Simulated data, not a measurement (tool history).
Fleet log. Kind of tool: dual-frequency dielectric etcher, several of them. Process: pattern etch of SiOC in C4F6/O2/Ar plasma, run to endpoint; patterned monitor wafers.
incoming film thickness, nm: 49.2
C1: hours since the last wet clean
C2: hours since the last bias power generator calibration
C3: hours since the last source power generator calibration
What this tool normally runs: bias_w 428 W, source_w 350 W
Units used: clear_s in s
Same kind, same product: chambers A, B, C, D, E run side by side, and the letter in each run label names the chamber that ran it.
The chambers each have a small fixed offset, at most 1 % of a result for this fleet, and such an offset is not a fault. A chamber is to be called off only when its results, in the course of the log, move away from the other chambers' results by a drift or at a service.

Run 1A, hour 4.6: usual settings; C1 129.2; C2 2049.7; C3 2974.5. Result: clear_s 18.186 s.
Run 2D, hour 7.7: usual settings; C1 88.6; C2 1898.2; C3 1288.6. Result: clear_s 18.608 s.
Run 3C, hour 13.5: usual settings; C1 89.6; C2 4689.9; C3 610.6. Result: clear_s 18.314 s.
Run 4E, hour 17.9: usual settings; C1 356.0; C2 1577.4; C3 511.4. Result: clear_s 18.384 s.
At hour 18.7: chamber E: wet clean of the chamber.
Run 5B, hour 23.2: usual settings but bias_w 494 W; C1 409.9; C2 3038.7; C3 854.7. Result: clear_s 17.480 s.
Run 6D, hour 29.3: usual settings but bias_w 494 W; C1 110.2; C2 1919.8; C3 1310.2. Result: clear_s 17.662 s.
Run 7A, hour 32.1: usual settings but bias_w 494 W; C1 156.7; C2 2077.2; C3 3002.0. Result: clear_s 17.440 s.
Run 8E, hour 37.5: usual settings but bias_w 494 W; C1 18.8; C2 1597.0; C3 531.0. Result: clear_s 17.451 s.
Run 9B, hour 43.5: usual settings but bias_w 494 W; C1 430.2; C2 3059.0; C3 875.0. Result: clear_s 17.548 s.
Run 10C, hour 47.9: usual settings but bias_w 482 W; C1 124.0; C2 4724.3; C3 645.0. Result: clear_s 17.741 s.
Run 11B, hour 54.0: usual settings but bias_w 482 W; C1 440.7; C2 3069.5; C3 885.5. Result: clear_s 17.533 s.
Run 12C, hour 59.7: usual settings but bias_w 482 W; C1 135.8; C2 4736.1; C3 656.8. Result: clear_s 17.480 s.
Run 13E, hour 65.6: usual settings but bias_w 482 W; C1 46.9; C2 1625.1; C3 559.1. Result: clear_s 17.618 s.
Run 14A, hour 71.1: usual settings but bias_w 482 W; C1 195.7; C2 2116.2; C3 3041.0. Result: clear_s 17.435 s.
Run 15D, hour 74.7: usual settings but bias_w 512 W, source_w 430 W; C1 155.6; C2 1965.2; C3 1355.6. Result: clear_s 16.150 s.
Run 16C, hour 79.2: usual settings but bias_w 512 W, source_w 430 W; C1 155.3; C2 4755.6; C3 676.3. Result: clear_s 15.970 s.
Run 17A, hour 83.7: usual settings but bias_w 512 W, source_w 430 W; C1 208.3; C2 2128.8; C3 3053.6. Result: clear_s 15.944 s.
Run 18E, hour 87.3: usual settings but bias_w 512 W, source_w 430 W; C1 68.6; C2 1646.8; C3 580.8. Result: clear_s 15.895 s.
Run 19B, hour 93.1: usual settings but bias_w 512 W, source_w 430 W; C1 479.8; C2 3108.6; C3 924.6. Result: clear_s 16.071 s.
Run 20D, hour 97.5: usual settings; C1 178.4; C2 1988.0; C3 1378.4. Result: clear_s 18.612 s.
Run 21C, hour 101.7: usual settings; C1 177.8; C2 4778.1; C3 698.8. Result: clear_s 18.374 s.
Run 22B, hour 105.0: usual settings; C1 491.7; C2 3120.5; C3 936.5. Result: clear_s 18.312 s.
Run 23A, hour 110.9: usual settings; C1 235.5; C2 2156.0; C3 3080.8. Result: clear_s 18.328 s.
Run 24E, hour 114.1: usual settings; C1 95.4; C2 1673.6; C3 607.6. Result: clear_s 18.357 s.
Run 25D, hour 120.0: usual settings; C1 200.9; C2 2010.5; C3 1400.9. Result: clear_s 18.593 s.
Run 26B, hour 123.0: usual settings; C1 509.7; C2 3138.5; C3 954.5. Result: clear_s 18.387 s.
Run 27E, hour 128.7: usual settings; C1 110.0; C2 1688.2; C3 622.2. Result: clear_s 18.437 s.
Run 28C, hour 133.7: usual settings; C1 209.8; C2 4810.1; C3 730.8. Result: clear_s 18.485 s.
Run 29D, hour 137.0: usual settings; C1 217.9; C2 2027.5; C3 1417.9. Result: clear_s 18.400 s.
Run 30A, hour 140.4: usual settings; C1 265.0; C2 2185.5; C3 3110.3. Result: clear_s 18.299 s.
Run 31E, hour 144.4: usual settings; C1 125.7; C2 1703.9; C3 637.9. Result: clear_s 18.487 s.
Run 32C, hour 149.7: usual settings; C1 225.8; C2 4826.1; C3 746.8. Result: clear_s 18.445 s.
Run 33A, hour 152.6: usual settings but bias_w 467 W; C1 277.2; C2 2197.7; C3 3122.5. Result: clear_s 17.663 s.
Run 34B, hour 155.9: usual settings but bias_w 467 W; C1 542.6; C2 3171.4; C3 987.4. Result: clear_s 17.845 s.
Run 35D, hour 160.9: usual settings but bias_w 467 W; C1 241.8; C2 2051.4; C3 1441.8. Result: clear_s 17.988 s.
Run 36A, hour 164.8: usual settings but bias_w 467 W; C1 289.4; C2 2209.9; C3 3134.7. Result: clear_s 17.780 s.
Run 37D, hour 168.9: usual settings but bias_w 467 W; C1 249.8; C2 2059.4; C3 1449.8. Result: clear_s 17.862 s.

Which is it: a chamber that has drifted or been left off by a service, a gauge drift common to all chambers, or only each chamber's usual small offset? If a chamber is off, name it and its likeliest cause.

No chamber stands off beyond its own small offset, and the gauge holds steady.
